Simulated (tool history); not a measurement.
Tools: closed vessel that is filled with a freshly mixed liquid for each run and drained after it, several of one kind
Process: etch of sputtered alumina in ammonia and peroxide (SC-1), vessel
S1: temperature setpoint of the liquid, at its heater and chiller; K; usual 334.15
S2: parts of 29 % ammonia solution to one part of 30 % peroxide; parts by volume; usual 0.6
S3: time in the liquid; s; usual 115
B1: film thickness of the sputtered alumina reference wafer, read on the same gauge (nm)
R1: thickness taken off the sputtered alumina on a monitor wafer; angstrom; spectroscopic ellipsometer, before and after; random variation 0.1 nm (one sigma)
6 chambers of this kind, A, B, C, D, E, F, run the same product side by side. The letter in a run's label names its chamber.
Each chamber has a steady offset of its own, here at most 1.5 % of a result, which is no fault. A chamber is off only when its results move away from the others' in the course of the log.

run,hour,S1,S2,S3,B1,R1
1D,14.3,334.15,0.6,115,149.99,109.64
2A,23.2,334.15,0.6,115,150,107.58
3B,33.5,334.15,0.6,115,150.01,108.24
4E,43.8,334.15,0.6,115,150,109.82
5C,56.7,334.15,0.6,115,150.02,105.89
6F,64.9,334.15,0.6,115,150.01,108.04
# hour 66.5: chamber D: ammonia flow meter replaced
7C,76.7,334.15,0.6,115,150.01,106.4
8E,86.9,334.15,0.6,115,149.97,108.05
9D,99.9,334.15,0.6,115,150.01,108.02
10A,112.3,334.15,0.6,115,149.98,108.46
# hour 116.3: chamber D: new drum of ammonia solution connected
11F,119.2,334.15,0.6,115,150,106.08
12B,131,334.15,0.6,115,149.99,109.23
13C,143.1,334.15,0.6,115,150.01,106.16
14E,151.2,334.15,0.6,115,150.01,109.18
15A,166,334.15,0.6,115,150,108.57
16D,178.3,334.15,0.6,115,150,109.02
17B,184.9,334.15,0.6,185,149.99,177.88
18F,195.9,334.15,0.6,185,149.99,169.94
19E,208,334.15,0.6,185,150,175.42
# hour 220: chamber E: new drum of ammonia solution connected
20D,221.8,334.15,0.6,185,149.98,174.56
21F,231.8,334.15,0.6,185,150,173.11
22B,243.4,334.15,0.6,185,150,180.76
23A,250.1,334.15,0.85,115,150,112.8
24C,258.5,334.15,0.85,115,150,112.39
25D,271.2,334.15,0.85,115,150,112.56
26F,278.1,334.15,0.85,115,150.02,110.5
# hour 288.7: chamber F: new drum of ammonia solution connected
27A,290.7,334.15,0.85,115,150,111.13
28E,304.3,334.15,0.85,115,150.01,111.69
29B,318.6,334.15,0.9,115,150.02,119.82
30C,330.2,334.15,0.9,115,150.01,109.86
31C,340.6,334.15,0.9,115,150.01,114.16
# hour 344.4: chamber D: new drum of ammonia solution connected
32D,350.2,334.15,0.9,115,150.01,111.64
# hour 350.4: chamber A: new drum of ammonia solution connected
33F,356.8,334.15,0.9,115,150.03,110.29
34B,368.6,334.15,0.9,115,150.01,121.09
35A,381.4,334.15,0.6,115,150.01,106.96
36E,388,334.15,0.75,55,149.99,53.29
37E,398.8,334.15,0.75,55,149.98,53.342
38B,413.3,334.15,0.75,55,150,57.77
39A,423.2,334.15,0.75,55,150,53.309
40D,434.6,334.15,0.75,55,150.01,53.426
41F,447.8,334.15,0.75,55,150,51.878

What goes on in this fleet: one chamber off, a drifting gauge, or nothing beyond the chambers' own small offsets? Name the chamber and the cause, if any.

Chamber B drifts away from the others.
Cause: liquid hotter than its thermometer reads (K) = 2.43.

Here are 4 candidates for chamber B's next run, each the usual settings with a change, their results left as question marks. Which one brings its results back in line with what the others give on the usual settings?
In line means no further than this from the other chambers' mean on the usual settings: R1 3.5 angstrom
42B-1,458.5,332.65,0.6,100,,?
42B-2,458.5,334.15,0.2,115,,?
42B-3,458.5,338.15,0.6,115,,?
42B-4,458.5,334.15,0.6,130,,?

The other chambers' mean on the usual settings: R1 108.11 angstrom
run,R1
42B-1,96.94
42B-2,108.17
42B-3,146.5
42B-4,135.92
42B-2 brings the chamber back in line.
